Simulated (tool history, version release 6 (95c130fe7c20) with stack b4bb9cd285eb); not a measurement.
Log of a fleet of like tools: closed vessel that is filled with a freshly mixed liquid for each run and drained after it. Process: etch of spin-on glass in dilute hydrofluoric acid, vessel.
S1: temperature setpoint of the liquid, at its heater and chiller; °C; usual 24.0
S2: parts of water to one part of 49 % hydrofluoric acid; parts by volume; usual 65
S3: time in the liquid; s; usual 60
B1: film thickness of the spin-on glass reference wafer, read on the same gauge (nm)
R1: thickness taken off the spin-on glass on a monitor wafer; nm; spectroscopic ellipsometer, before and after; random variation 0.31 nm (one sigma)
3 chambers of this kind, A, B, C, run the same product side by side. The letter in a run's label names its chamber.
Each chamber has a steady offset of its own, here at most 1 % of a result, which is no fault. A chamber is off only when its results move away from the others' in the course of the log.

Run 1C, hour 9.2: usual settings; B1 150.05. Result: R1 34.439 nm.
Run 2A, hour 18.7: usual settings; B1 149.95. Result: R1 33.080 nm.
Run 3B, hour 30.6: usual settings; B1 150.00. Result: R1 33.593 nm.
Run 4C, hour 41.6: usual settings; B1 150.02. Result: R1 34.541 nm.
At hour 53.1: chamber B: thermometer replaced.
Run 5A, hour 53.7: usual settings; B1 149.99. Result: R1 33.873 nm.
Run 6B, hour 63.1: usual settings but S1 27.5 °C, S2 80 parts by volume; B1 149.99. Result: R1 30.456 nm.
Run 7C, hour 74.3: usual settings but S1 27.5 °C, S2 80 parts by volume; B1 149.97. Result: R1 31.442 nm.
Run 8A, hour 83.2: usual settings but S1 27.5 °C, S2 80 parts by volume; B1 149.98. Result: R1 30.603 nm.
Run 9B, hour 89.6: usual settings; B1 149.99. Result: R1 33.394 nm.
Run 10B, hour 100.1: usual settings; B1 149.98. Result: R1 33.902 nm.
Run 11C, hour 107.2: usual settings; B1 150.04. Result: R1 33.938 nm.
Run 12A, hour 117.0: usual settings; B1 150.00. Result: R1 33.370 nm.
Run 13A, hour 123.1: usual settings; B1 149.97. Result: R1 33.711 nm.
Run 14C, hour 136.0: usual settings; B1 150.03. Result: R1 34.466 nm.
Run 15B, hour 147.2: usual settings; B1 150.00. Result: R1 33.418 nm.
Run 16B, hour 158.1: usual settings but S1 28.5 °C; B1 149.99. Result: R1 39.295 nm.
Run 17A, hour 166.5: usual settings but S1 28.5 °C; B1 150.01. Result: R1 40.630 nm.
Run 18C, hour 175.6: usual settings but S1 28.5 °C; B1 149.99. Result: R1 41.469 nm.
Run 19C, hour 189.3: usual settings; B1 150.05. Result: R1 33.578 nm.
Run 20A, hour 201.1: usual settings; B1 149.97. Result: R1 33.441 nm.
Run 21B, hour 214.1: usual settings; B1 150.01. Result: R1 32.212 nm.
Run 22A, hour 225.3: usual settings; B1 150.01. Result: R1 33.604 nm.
Run 23C, hour 235.2: usual settings; B1 150.03. Result: R1 34.256 nm.
Run 24B, hour 242.3: usual settings; B1 150.05. Result: R1 31.576 nm.
Run 25C, hour 253.9: usual settings but S2 90 parts by volume; B1 149.99. Result: R1 23.485 nm.
Run 26B, hour 260.8: usual settings but S2 90 parts by volume; B1 149.98. Result: R1 22.231 nm.
At hour 262.9: chamber C: thermometer replaced.
Run 27A, hour 267.2: usual settings but S2 90 parts by volume; B1 149.96. Result: R1 23.533 nm.
Run 28A, hour 277.9: usual settings; B1 150.00. Result: R1 33.240 nm.
Run 29C, hour 285.5: usual settings; B1 150.01. Result: R1 33.900 nm.
Run 30B, hour 296.0: usual settings; B1 150.01. Result: R1 30.917 nm.
Run 31A, hour 304.4: usual settings; B1 149.98. Result: R1 33.133 nm.
Run 32B, hour 316.9: usual settings; B1 150.05. Result: R1 31.137 nm.
Run 33C, hour 328.1: usual settings; B1 149.98. Result: R1 33.627 nm.
Run 34B, hour 338.8: usual settings but S3 30 s; B1 149.98. Result: R1 15.395 nm.
Run 35A, hour 348.2: usual settings but S3 30 s; B1 149.97. Result: R1 16.755 nm.
Run 36C, hour 361.2: usual settings but S3 30 s; B1 150.00. Result: R1 16.760 nm.

All 3 chambers run these settings next. Forecast each chamber's results:
Run 37A, hour 371.1: usual settings. Result: R1 ?.
Run 37B, hour 371.1: usual settings. Result: R1 ?.
Run 37C, hour 371.1: usual settings. Result: R1 ?.

run      R1
37A  33.750
37B  29.913
37C  33.697
